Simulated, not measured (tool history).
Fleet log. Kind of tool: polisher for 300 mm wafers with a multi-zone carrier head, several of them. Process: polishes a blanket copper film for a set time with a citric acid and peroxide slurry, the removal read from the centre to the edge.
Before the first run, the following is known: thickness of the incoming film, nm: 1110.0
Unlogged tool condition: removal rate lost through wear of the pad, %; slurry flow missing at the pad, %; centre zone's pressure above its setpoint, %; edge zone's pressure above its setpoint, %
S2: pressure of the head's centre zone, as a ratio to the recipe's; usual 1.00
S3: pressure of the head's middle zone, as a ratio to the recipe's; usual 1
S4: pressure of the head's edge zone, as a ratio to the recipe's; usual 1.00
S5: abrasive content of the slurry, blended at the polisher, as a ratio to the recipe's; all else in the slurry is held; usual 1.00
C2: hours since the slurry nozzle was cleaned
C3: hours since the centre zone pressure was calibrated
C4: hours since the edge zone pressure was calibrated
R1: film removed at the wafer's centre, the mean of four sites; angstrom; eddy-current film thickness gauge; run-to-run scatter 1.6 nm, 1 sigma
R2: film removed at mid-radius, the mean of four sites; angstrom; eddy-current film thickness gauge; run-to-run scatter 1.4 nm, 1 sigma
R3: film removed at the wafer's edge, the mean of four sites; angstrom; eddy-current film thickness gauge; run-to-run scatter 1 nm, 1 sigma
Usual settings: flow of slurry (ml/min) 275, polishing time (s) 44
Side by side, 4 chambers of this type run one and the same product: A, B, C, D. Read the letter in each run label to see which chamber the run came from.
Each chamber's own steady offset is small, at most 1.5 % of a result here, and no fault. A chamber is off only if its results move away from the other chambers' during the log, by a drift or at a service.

Run 1D, hour 8.8: usual settings; wafers polished on this pad 1254; C2 117.3; C3 586.5; C4 881.2. Result: R1 1142.90 angstrom, R2 1089.40 angstrom, R3 1121.80 angstrom.
At hour 11.0: chamber D: worn pad replaced by a new one.
Run 2C, hour 19.2: usual settings; wafers polished on this pad 494; C2 686.5; C3 408.2; C4 280.2. Result: R1 1142.50 angstrom, R2 1111.10 angstrom, R3 1081.60 angstrom.
Run 3B, hour 28.3: usual settings; wafers polished on this pad 941; C2 592.9; C3 396.7; C4 770.0. Result: R1 1097.30 angstrom, R2 1092.90 angstrom, R3 1113.50 angstrom.
At hour 29.9: chamber B: worn pad replaced by a new one.
Run 4A, hour 41.0: usual settings; wafers polished on this pad 759; C2 463.0; C3 213.5; C4 927.8. Result: R1 1107.80 angstrom, R2 1118.80 angstrom, R3 1114.30 angstrom.
Run 5B, hour 49.4: usual settings; wafers polished on this pad 165; C2 614.0; C3 417.8; C4 791.1. Result: R1 1097.20 angstrom, R2 1102.70 angstrom, R3 1117.50 angstrom.
Run 6D, hour 58.4: usual settings but flow of slurry (ml/min) 325, S2 1.11; wafers polished on this pad 402; C2 166.9; C3 636.1; C4 930.8. Result: R1 1261.80 angstrom, R2 1151.90 angstrom, R3 1122.90 angstrom.
Run 7C, hour 65.8: usual settings but flow of slurry (ml/min) 325, S2 1.11; wafers polished on this pad 888; C2 733.1; C3 454.8; C4 326.8. Result: R1 1277.10 angstrom, R2 1138.80 angstrom, R3 1104.00 angstrom.
Run 8A, hour 74.9: usual settings but flow of slurry (ml/min) 325, S2 1.11; wafers polished on this pad 1046; C2 496.9; C3 247.4; C4 961.7. Result: R1 1229.70 angstrom, R2 1137.30 angstrom, R3 1118.30 angstrom.
At hour 76.5: chamber C: worn pad replaced by a new one.
Run 9B, hour 85.5: usual settings but flow of slurry (ml/min) 325, S2 1.11; wafers polished on this pad 471; C2 650.1; C3 453.9; C4 827.2. Result: R1 1254.40 angstrom, R2 1109.60 angstrom, R3 1122.50 angstrom.
At hour 88.1: chamber C: centre zone pressure recalibrated.
At hour 91.6: chamber A: edge zone pressure recalibrated.
Run 10D, hour 93.9: usual settings; wafers polished on this pad 702; C2 202.4; C3 671.6; C4 966.3. Result: R1 1072.70 angstrom, R2 1087.40 angstrom, R3 1129.50 angstrom.
Run 11A, hour 104.7: usual settings; wafers polished on this pad 1299; C2 526.7; C3 277.2; C4 13.1. Result: R1 1106.90 angstrom, R2 1108.80 angstrom, R3 1097.90 angstrom.
Run 12C, hour 113.2: usual settings; wafers polished on this pad 311; C2 780.5; C3 25.1; C4 374.2. Result: R1 1107.10 angstrom, R2 1116.30 angstrom, R3 1106.30 angstrom.
Run 13A, hour 124.2: usual settings but S2 0.95, S5 0.80; wafers polished on this pad 1464; C2 546.2; C3 296.7; C4 32.6. Result: R1 1022.20 angstrom, R2 1059.20 angstrom, R3 1057.40 angstrom.
Run 14D, hour 132.6: usual settings but S2 0.95, S5 0.80; wafers polished on this pad 1030; C2 241.1; C3 710.3; C4 1005.0. Result: R1 1014.20 angstrom, R2 1068.50 angstrom, R3 1064.50 angstrom.
At hour 136.7: chamber B: worn pad replaced by a new one.
At hour 142.3: chamber D: worn pad replaced by a new one.
Run 15B, hour 145.3: usual settings but S2 0.95, S5 0.80; wafers polished on this pad 73; C2 709.9; C3 513.7; C4 887.0. Result: R1 1029.40 angstrom, R2 1046.70 angstrom, R3 1060.50 angstrom.
At hour 153.0: chamber C: slurry nozzle cleaned.
Run 16C, hour 153.4: usual settings but S2 0.95, S5 0.80; wafers polished on this pad 652; C2 0.4; C3 65.3; C4 414.4. Result: R1 992.28 angstrom, R2 1058.80 angstrom, R3 1041.80 angstrom.
Run 17A, hour 159.8: usual settings; wafers polished on this pad 1766; C2 581.8; C3 332.3; C4 68.2. Result: R1 1105.60 angstrom, R2 1096.20 angstrom, R3 1082.40 angstrom.
Run 18D, hour 166.9: usual settings; wafers polished on this pad 208; C2 275.4; C3 744.6; C4 1039.3. Result: R1 1156.80 angstrom, R2 1133.00 angstrom, R3 1105.90 angstrom.
Run 19C, hour 176.6: usual settings; wafers polished on this pad 848; C2 23.6; C3 88.5; C4 437.6. Result: R1 1101.40 angstrom, R2 1099.70 angstrom, R3 1094.50 angstrom.
Run 20B, hour 184.9: usual settings; wafers polished on this pad 408; C2 749.5; C3 553.3; C4 926.6. Result: R1 1134.30 angstrom, R2 1075.60 angstrom, R3 1111.30 angstrom.
Run 21D, hour 197.4: usual settings but polishing time (s) 37; wafers polished on this pad 467; C2 305.9; C3 775.1; C4 1069.8. Result: R1 944.80 angstrom, R2 940.60 angstrom, R3 931.66 angstrom.
At hour 197.9: chamber C: worn pad replaced by a new one.
Run 22A, hour 205.6: usual settings but polishing time (s) 37; wafers polished on this pad 2154; C2 627.6; C3 378.1; C4 114.0. Result: R1 896.71 angstrom, R2 901.81 angstrom, R3 898.24 angstrom.
Run 23C, hour 216.3: usual settings but polishing time (s) 37; wafers polished on this pad 156; C2 63.3; C3 128.2; C4 477.3. Result: R1 942.02 angstrom, R2 967.72 angstrom, R3 902.39 angstrom.
Run 24B, hour 224.8: usual settings but polishing time (s) 37; wafers polished on this pad 746; C2 789.4; C3 593.2; C4 966.5. Result: R1 926.04 angstrom, R2 936.02 angstrom, R3 945.79 angstrom.
Run 25D, hour 237.6: usual settings but S5 0.75; wafers polished on this pad 807; C2 346.1; C3 815.3; C4 1110.0. Result: R1 1065.80 angstrom, R2 1070.30 angstrom, R3 1047.30 angstrom.
Run 26A, hour 245.8: usual settings but S5 0.75; wafers polished on this pad 2494; C2 667.8; C3 418.3; C4 154.2. Result: R1 981.12 angstrom, R2 1016.90 angstrom, R3 983.76 angstrom.
At hour 248.8: chamber B: slurry nozzle cleaned.
At hour 254.4: chamber B: worn pad replaced by a new one.
Run 27B, hour 258.2: usual settings but S5 0.75; wafers polished on this pad 32; C2 9.4; C3 626.6; C4 999.9. Result: R1 1045.70 angstrom, R2 1010.40 angstrom, R3 1044.80 angstrom.
Run 28C, hour 269.7: usual settings but S5 0.75; wafers polished on this pad 608; C2 116.7; C3 181.6; C4 530.7. Result: R1 1074.60 angstrom, R2 1061.30 angstrom, R3 1040.00 angstrom.
Run 29B, hour 276.1: usual settings but polishing time (s) 39; wafers polished on this pad 184; C2 27.3; C3 644.5; C4 1017.8. Result: R1 976.22 angstrom, R2 1003.90 angstrom, R3 989.65 angstrom.
At hour 286.2: chamber D: worn pad replaced by a new one.
Run 30C, hour 287.5: usual settings but polishing time (s) 39; wafers polished on this pad 759; C2 134.5; C3 199.4; C4 548.5. Result: R1 992.77 angstrom, R2 1005.50 angstrom, R3 982.02 angstrom.
At hour 289.4: chamber B: edge zone pressure recalibrated.
Run 31A, hour 296.5: usual settings but polishing time (s) 39; wafers polished on this pad 2924; C2 718.5; C3 469.0; C4 204.9. Result: R1 923.82 angstrom, R2 923.43 angstrom, R3 918.66 angstrom.
Run 32D, hour 305.9: usual settings but polishing time (s) 39; wafers polished on this pad 167; C2 414.4; C3 883.6; C4 1178.3. Result: R1 982.07 angstrom, R2 989.78 angstrom, R3 991.93 angstrom.
Run 33D, hour 313.9: usual settings; wafers polished on this pad 235; C2 422.4; C3 891.6; C4 1186.3. Result: R1 1100.50 angstrom, R2 1096.50 angstrom, R3 1112.50 angstrom.
Run 34B, hour 321.2: usual settings; wafers polished on this pad 566; C2 72.4; C3 689.6; C4 31.8. Result: R1 1127.10 angstrom, R2 1135.10 angstrom, R3 1097.70 angstrom.
Run 35A, hour 332.7: usual settings; wafers polished on this pad 3230; C2 754.7; C3 505.2; C4 241.1. Result: R1 1009.70 angstrom, R2 1017.60 angstrom, R3 1031.50 angstrom.

One chamber off, gauge drift, or nothing amiss beyond the chambers' own small offsets? If it is a chamber, which one, and what is the likeliest cause?

Little by little, chamber A moves away from the other chambers.
Likeliest cause: removal rate lost through wear of the pad, % = 8.02.

Which of the 4 candidates below, each the usual settings with something changed and its results left as question marks, puts chamber A back in line with what the other chambers give on the usual settings?
In-line tolerance around the mean of the other chambers on the usual settings: R1 57.00 angstrom; R2 49.00 angstrom; R3 36.00 angstrom
Run 36A-1, hour 342.5: usual settings but flow of slurry (ml/min) 280, S2 1.01, S3 1.01, S5 1.05, polishing time (s) 51. Result: R1 ?, R2 ?, R3 ?.
Run 36A-2, hour 342.5: usual settings but flow of slurry (ml/min) 280, S2 1.01, S3 1.01, polishing time (s) 48. Result: R1 ?, R2 ?, R3 ?.
Run 36A-3, hour 342.5: usual settings but flow of slurry (ml/min) 270, S2 0.99, S3 0.99, polishing time (s) 37. Result: R1 ?, R2 ?, R3 ?.
Run 36A-4, hour 342.5: usual settings but polishing time (s) 41. Result: R1 ?, R2 ?, R3 ?.

What the other chambers average on the usual settings: R1 1112.90 angstrom; R2 1114.10 angstrom; R3 1106.00 angstrom
  run       R1       R2       R3
36A-1  1219.60  1221.80  1194.20
36A-2  1135.80  1137.90  1112.20
36A-3   852.74   857.82   855.11
36A-4   957.57   961.26   948.79
36A-2 brings the chamber back in line.
